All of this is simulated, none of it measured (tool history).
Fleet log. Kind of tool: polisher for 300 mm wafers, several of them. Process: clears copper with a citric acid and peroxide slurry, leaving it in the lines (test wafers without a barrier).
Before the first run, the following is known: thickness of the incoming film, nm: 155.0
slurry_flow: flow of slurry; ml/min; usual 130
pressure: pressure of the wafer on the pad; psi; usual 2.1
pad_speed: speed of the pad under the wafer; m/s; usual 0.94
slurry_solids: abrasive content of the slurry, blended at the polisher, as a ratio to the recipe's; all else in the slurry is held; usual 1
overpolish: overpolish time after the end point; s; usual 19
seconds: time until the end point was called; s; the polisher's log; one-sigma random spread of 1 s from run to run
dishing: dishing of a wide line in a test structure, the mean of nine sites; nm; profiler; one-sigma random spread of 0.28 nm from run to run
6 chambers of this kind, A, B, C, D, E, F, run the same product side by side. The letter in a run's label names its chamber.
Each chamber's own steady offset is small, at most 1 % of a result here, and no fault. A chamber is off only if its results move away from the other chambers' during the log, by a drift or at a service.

-- hour=2.1 chamber A: worn pad replaced by a new one
-- hour=4.5 chamber B: worn pad replaced by a new one
-- hour=8.3 chamber C: worn pad replaced by a new one
run 1D hour=9.9 | slurry_flow=130 pressure=2.1 pad_speed=0.94 slurry_solids=1 overpolish=19 | seconds=108.48 dishing=20.098
-- hour=13.5 chamber F: slurry nozzle cleaned
run 2A hour=19.6 | slurry_flow=130 pressure=2.1 pad_speed=0.94 slurry_solids=1 overpolish=19 | seconds=108.75 dishing=19.951
run 3E hour=30.5 | slurry_flow=130 pressure=2.1 pad_speed=0.94 slurry_solids=1 overpolish=19 | seconds=107.29 dishing=20.754
-- hour=35 chamber C: slurry nozzle cleaned
run 4B hour=37 | slurry_flow=130 pressure=2.1 pad_speed=0.94 slurry_solids=1 overpolish=19 | seconds=109.56 dishing=20.101
run 5C hour=42.7 | slurry_flow=130 pressure=2.1 pad_speed=0.94 slurry_solids=1 overpolish=19 | seconds=107.05 dishing=20.224
-- hour=46.6 chamber D: worn pad replaced by a new one
run 6F hour=49.8 | slurry_flow=130 pressure=2.1 pad_speed=0.94 slurry_solids=1 overpolish=23 | seconds=109 dishing=24.276
run 7F hour=59.7 | slurry_flow=130 pressure=2.1 pad_speed=0.94 slurry_solids=1 overpolish=23 | seconds=108.68 dishing=24.268
run 8E hour=70.9 | slurry_flow=130 pressure=2.1 pad_speed=0.94 slurry_solids=1 overpolish=23 | seconds=107.36 dishing=24.426
-- hour=77.7 chamber B: worn pad replaced by a new one
run 9D hour=79.1 | slurry_flow=130 pressure=2.1 pad_speed=0.94 slurry_solids=1 overpolish=23 | seconds=108.38 dishing=24.191
run 10A hour=87.1 | slurry_flow=130 pressure=2.1 pad_speed=0.94 slurry_solids=1 overpolish=23 | seconds=107.39 dishing=23.731
run 11C hour=93.2 | slurry_flow=130 pressure=2.1 pad_speed=0.94 slurry_solids=1 overpolish=23 | seconds=108.87 dishing=23.601
-- hour=93.3 chamber E: head pressure recalibrated
-- hour=95.5 chamber A: worn pad replaced by a new one
run 12B hour=101.2 | slurry_flow=130 pressure=2.1 pad_speed=0.94 slurry_solids=1 overpolish=19 | seconds=106.35 dishing=20.123
-- hour=103.2 chamber C: slurry blender recalibrated
-- hour=107.2 chamber B: slurry blender recalibrated
-- hour=107.4 chamber D: head pressure recalibrated
run 13F hour=109 | slurry_flow=130 pressure=2.1 pad_speed=0.94 slurry_solids=1 overpolish=19 | seconds=110.56 dishing=20.033
-- hour=114.2 chamber E: worn pad replaced by a new one
run 14C hour=115.2 | slurry_flow=130 pressure=1.8 pad_speed=0.94 slurry_solids=1 overpolish=19 | seconds=127.11 dishing=17.588
-- hour=119.7 chamber D: slurry blender recalibrated
run 15D hour=127 | slurry_flow=130 pressure=1.8 pad_speed=0.94 slurry_solids=1 overpolish=19 | seconds=126.92 dishing=17.317
run 16E hour=134.2 | slurry_flow=130 pressure=1.8 pad_speed=0.94 slurry_solids=1 overpolish=19 | seconds=127.74 dishing=17.501
-- hour=137.7 chamber F: worn pad replaced by a new one
run 17A hour=144 | slurry_flow=130 pressure=1.8 pad_speed=0.94 slurry_solids=1 overpolish=19 | seconds=127.63 dishing=17.515
-- hour=144.2 chamber A: slurry blender recalibrated
run 18B hour=150 | slurry_flow=130 pressure=1.8 pad_speed=0.94 slurry_solids=1 overpolish=19 | seconds=123.91 dishing=17.878
-- hour=154.8 chamber B: worn pad replaced by a new one
-- hour=155.3 chamber E: slurry nozzle cleaned
run 19A hour=161.9 | slurry_flow=130 pressure=1.8 pad_speed=0.94 slurry_solids=1 overpolish=19 | seconds=125.52 dishing=17.537
run 20F hour=174.2 | slurry_flow=130 pressure=2.1 pad_speed=0.94 slurry_solids=1 overpolish=19 | seconds=108.49 dishing=19.925
-- hour=176.8 chamber A: worn pad replaced by a new one
run 21C hour=181.8 | slurry_flow=130 pressure=2.1 pad_speed=0.94 slurry_solids=1 overpolish=19 | seconds=108.95 dishing=20.008
-- hour=184.6 chamber C: worn pad replaced by a new one
run 22E hour=189.4 | slurry_flow=130 pressure=2.1 pad_speed=0.94 slurry_solids=1 overpolish=19 | seconds=108.56 dishing=20.237
-- hour=195.4 chamber E: slurry blender recalibrated
-- hour=201.3 chamber D: worn pad replaced by a new one
run 23D hour=201.4 | slurry_flow=130 pressure=2.1 pad_speed=0.94 slurry_solids=1 overpolish=19 | seconds=106.98 dishing=20.647
run 24B hour=208 | slurry_flow=130 pressure=2.1 pad_speed=0.94 slurry_solids=1 overpolish=19 | seconds=107.99 dishing=19.938
run 25C hour=219.9 | slurry_flow=130 pressure=2.1 pad_speed=0.94 slurry_solids=1 overpolish=19 | seconds=108.81 dishing=19.977
run 26A hour=230 | slurry_flow=130 pressure=2.1 pad_speed=0.94 slurry_solids=1 overpolish=19 | seconds=109.24 dishing=20.318
-- hour=236.6 chamber F: slurry nozzle cleaned
-- hour=240.5 chamber B: worn pad replaced by a new one
run 27D hour=241.8 | slurry_flow=130 pressure=2.1 pad_speed=0.94 slurry_solids=1 overpolish=19 | seconds=108.45 dishing=20.349
run 28E hour=249.3 | slurry_flow=130 pressure=2.1 pad_speed=0.94 slurry_solids=1 overpolish=19 | seconds=109.08 dishing=19.935
-- hour=254.3 chamber F: slurry blender recalibrated
-- hour=258.4 chamber F: worn pad replaced by a new one
run 29F hour=260.6 | slurry_flow=130 pressure=2.1 pad_speed=0.94 slurry_solids=1 overpolish=19 | seconds=109.52 dishing=20.188
-- hour=267.7 chamber D: slurry nozzle cleaned
-- hour=269.8 chamber A: worn pad replaced by a new one
-- hour=271.7 chamber A: head pressure recalibrated
run 30B hour=272.8 | slurry_flow=130 pressure=2.1 pad_speed=0.94 slurry_solids=1 overpolish=19 | seconds=107.49 dishing=20.245
-- hour=284.5 chamber E: worn pad replaced by a new one
run 31A hour=284.7 | slurry_flow=105 pressure=2.1 pad_speed=0.94 slurry_solids=1 overpolish=19 | seconds=115.55 dishing=19.887
run 32B hour=292.2 | slurry_flow=105 pressure=2.1 pad_speed=0.94 slurry_solids=1 overpolish=19 | seconds=113.29 dishing=19.048
-- hour=296.3 chamber C: slurry blender recalibrated
run 33C hour=303.6 | slurry_flow=105 pressure=2.1 pad_speed=0.94 slurry_solids=1 overpolish=19 | seconds=113.29 dishing=19.087
run 34F hour=315.3 | slurry_flow=105 pressure=2.1 pad_speed=0.94 slurry_solids=1 overpolish=19 | seconds=115.46 dishing=19.056
run 35E hour=321.7 | slurry_flow=105 pressure=2.1 pad_speed=0.94 slurry_solids=1 overpolish=19 | seconds=114.41 dishing=19.41
run 36D hour=327.2 | slurry_flow=105 pressure=2.1 pad_speed=0.94 slurry_solids=1 overpolish=19 | seconds=115.35 dishing=19.016
-- hour=329.6 chamber C: worn pad replaced by a new one
-- hour=337.4 chamber D: worn pad replaced by a new one
run 37C hour=337.9 | slurry_flow=130 pressure=2.1 pad_speed=0.94 slurry_solids=1 overpolish=19 | seconds=108.98 dishing=19.936
run 38D hour=347.2 | slurry_flow=130 pressure=2.1 pad_speed=0.94 slurry_solids=1 overpolish=19 | seconds=109.78 dishing=20.102
-- hour=350.5 chamber A: worn pad replaced by a new one
run 39A hour=358.1 | slurry_flow=130 pressure=2.1 pad_speed=0.94 slurry_solids=1 overpolish=19 | seconds=108.55 dishing=20.074
run 40E hour=368 | slurry_flow=95 pressure=2.7 pad_speed=0.94 slurry_solids=1 overpolish=19 | seconds=89.102 dishing=24.014

What goes on in this fleet: one chamber off, a drifting gauge, or nothing beyond the chambers' own small offsets? Name the chamber and the cause, if any.

All chambers stay in line apart from their small fixed offsets, and the gauge does not drift.

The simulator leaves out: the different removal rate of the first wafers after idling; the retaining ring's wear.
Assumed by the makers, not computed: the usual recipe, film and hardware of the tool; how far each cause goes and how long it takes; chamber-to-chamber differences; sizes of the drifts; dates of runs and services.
